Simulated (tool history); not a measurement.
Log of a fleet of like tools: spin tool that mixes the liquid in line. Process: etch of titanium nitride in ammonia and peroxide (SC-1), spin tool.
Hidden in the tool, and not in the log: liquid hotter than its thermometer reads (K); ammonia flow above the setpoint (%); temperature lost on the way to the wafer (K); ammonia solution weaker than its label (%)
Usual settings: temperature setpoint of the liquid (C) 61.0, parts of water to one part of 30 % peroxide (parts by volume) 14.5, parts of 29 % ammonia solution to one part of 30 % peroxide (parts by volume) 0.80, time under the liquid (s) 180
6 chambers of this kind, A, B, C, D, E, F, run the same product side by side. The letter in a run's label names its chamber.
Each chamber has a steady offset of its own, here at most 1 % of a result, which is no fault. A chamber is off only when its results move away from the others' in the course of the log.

run,hour,temperature setpoint of the liquid (C),parts of water to one part of 30 % peroxide (parts by volume),parts of 29 % ammonia solution to one part of 30 % peroxide (parts by volume),time under the liquid (s),hours since the thermometer was replaced,hours since the ammonia flow meter was replaced,hours since the heated supply line was repaired,hours since the drum of ammonia solution was connected,"read-back film thickness of the titanium nitride reference wafer, read on the same gauge (nm)",thickness taken off the titanium nitride on a monitor wafer (Å)
1F,8.8,61.0,14.5,0.80,180,612.9,348.1,614.9,416.9,120.01,200.080
2B,19.1,61.0,14.5,0.80,180,112.9,814.1,1809.6,524.9,119.97,201.330
3A,25.3,61.0,14.5,0.80,180,759.5,69.8,559.2,187.3,120.04,203.450
4E,36.4,61.0,14.5,0.80,180,2235.2,929.7,1945.1,472.8,119.98,201.070
5D,45.5,61.0,14.5,0.80,180,1087.7,446.3,2490.2,472.7,120.00,199.370
6C,54.5,61.0,14.5,0.80,180,275.8,1367.2,553.7,64.0,119.98,202.050
# hour 58.1: chamber D: new drum of ammonia solution connected
7A,64.6,61.0,14.5,0.80,180,798.8,109.1,598.5,226.6,119.99,200.240
# hour 69.5: chamber A: new drum of ammonia solution connected
8C,73.6,61.0,14.5,0.80,180,294.9,1386.3,572.8,83.1,120.00,200.070
9F,83.0,61.0,14.5,0.80,180,687.1,422.3,689.1,491.1,120.02,201.590
10B,88.4,61.0,14.5,0.80,180,182.2,883.4,1878.9,594.2,120.03,197.160
11E,98.9,61.0,14.5,0.80,180,2297.7,992.2,2007.6,535.3,120.00,199.310
12D,109.3,61.0,14.5,0.80,180,1151.5,510.1,2554.0,51.2,120.00,198.310
13B,116.4,61.0,14.5,0.80,180,210.2,911.4,1906.9,622.2,119.99,200.150
# hour 121.5: chamber F: new drum of ammonia solution connected
14E,122.7,61.0,14.5,0.80,180,2321.5,1016.0,2031.4,559.1,119.99,202.880
15C,130.1,61.0,14.5,0.80,180,351.4,1442.8,629.3,139.6,119.98,202.880
16A,138.1,69.0,14.5,0.80,180,872.3,182.6,672.0,68.7,119.98,330.250
17F,146.5,69.0,14.5,0.80,180,750.6,485.8,752.6,25.0,119.99,336.070
18D,155.0,69.0,14.5,0.80,180,1197.2,555.8,2599.7,96.9,119.98,334.250
19C,163.0,69.0,14.5,0.80,180,384.3,1475.7,662.2,172.5,120.01,339.560
20A,170.1,69.0,14.5,0.80,180,904.3,214.6,704.0,100.7,119.99,333.750
21E,177.0,69.0,14.5,0.80,180,2375.8,1070.3,2085.7,613.4,120.00,334.010
22B,187.4,61.0,14.5,0.80,180,281.2,982.4,1977.9,693.2,120.00,200.090
# hour 190.9: chamber E: ammonia flow meter replaced
23F,195.5,61.0,14.5,0.80,180,799.6,534.8,801.6,74.0,120.03,203.040
# hour 198.6: chamber B: ammonia flow meter replaced
# hour 203.7: chamber D: ammonia flow meter replaced
24D,204.1,61.0,14.5,0.80,180,1246.3,0.4,2648.8,146.0,119.98,199.660
25D,210.2,61.0,14.5,0.80,180,1252.4,6.5,2654.9,152.1,120.00,201.530
26E,216.0,52.5,14.5,0.80,130,2414.8,25.1,2124.7,652.4,120.02,81.458
27C,225.3,52.5,14.5,0.80,130,446.6,1538.0,724.5,234.8,120.03,82.888
# hour 235.0: chamber F: ammonia flow meter replaced
28F,235.0,52.5,14.5,0.80,130,839.1,0.0,841.1,113.5,120.01,84.022
29B,240.9,52.5,14.5,0.80,130,334.7,42.3,2031.4,746.7,120.02,81.977
30A,249.9,52.5,14.5,0.80,130,984.1,294.4,783.8,180.5,119.99,82.284
31A,258.0,52.5,14.5,0.80,130,992.2,302.5,791.9,188.6,120.00,83.514
32D,264.5,61.0,14.5,0.80,180,1306.7,60.8,2709.2,206.4,120.02,200.860
# hour 269.3: chamber A: new drum of ammonia solution connected
33F,275.7,61.0,14.5,0.80,180,879.8,40.7,881.8,154.2,120.00,203.690
34C,283.2,61.0,14.5,0.80,180,504.5,1595.9,782.4,292.7,119.98,199.970
35E,289.7,61.0,14.5,0.80,180,2488.5,98.8,2198.4,726.1,119.98,199.970
36B,294.8,61.0,14.5,1.15,85,388.6,96.2,2085.3,800.6,120.00,100.150
37D,302.3,61.0,14.5,1.15,85,1344.5,98.6,2747.0,244.2,120.00,99.887
38C,313.1,61.0,14.5,1.15,85,534.4,1625.8,812.3,322.6,119.99,100.850
39A,324.0,61.0,14.5,1.15,85,1058.2,368.5,857.9,54.7,120.00,102.180
40B,334.3,61.0,14.5,1.15,85,428.1,135.7,2124.8,840.1,120.01,99.289
41F,339.2,61.0,14.5,1.15,85,943.3,104.2,945.3,217.7,120.05,102.440
42E,346.3,61.0,14.5,0.80,180,2545.1,155.4,2255.0,782.7,119.98,199.710
43C,355.2,61.0,14.5,0.80,180,576.5,1667.9,854.4,364.7,120.01,201.930

What goes on in this fleet: one chamber off, a drifting gauge, or nothing beyond the chambers' own small offsets? Name the chamber and the cause, if any.

No chamber stands off beyond its own small offset, and the gauge holds steady.
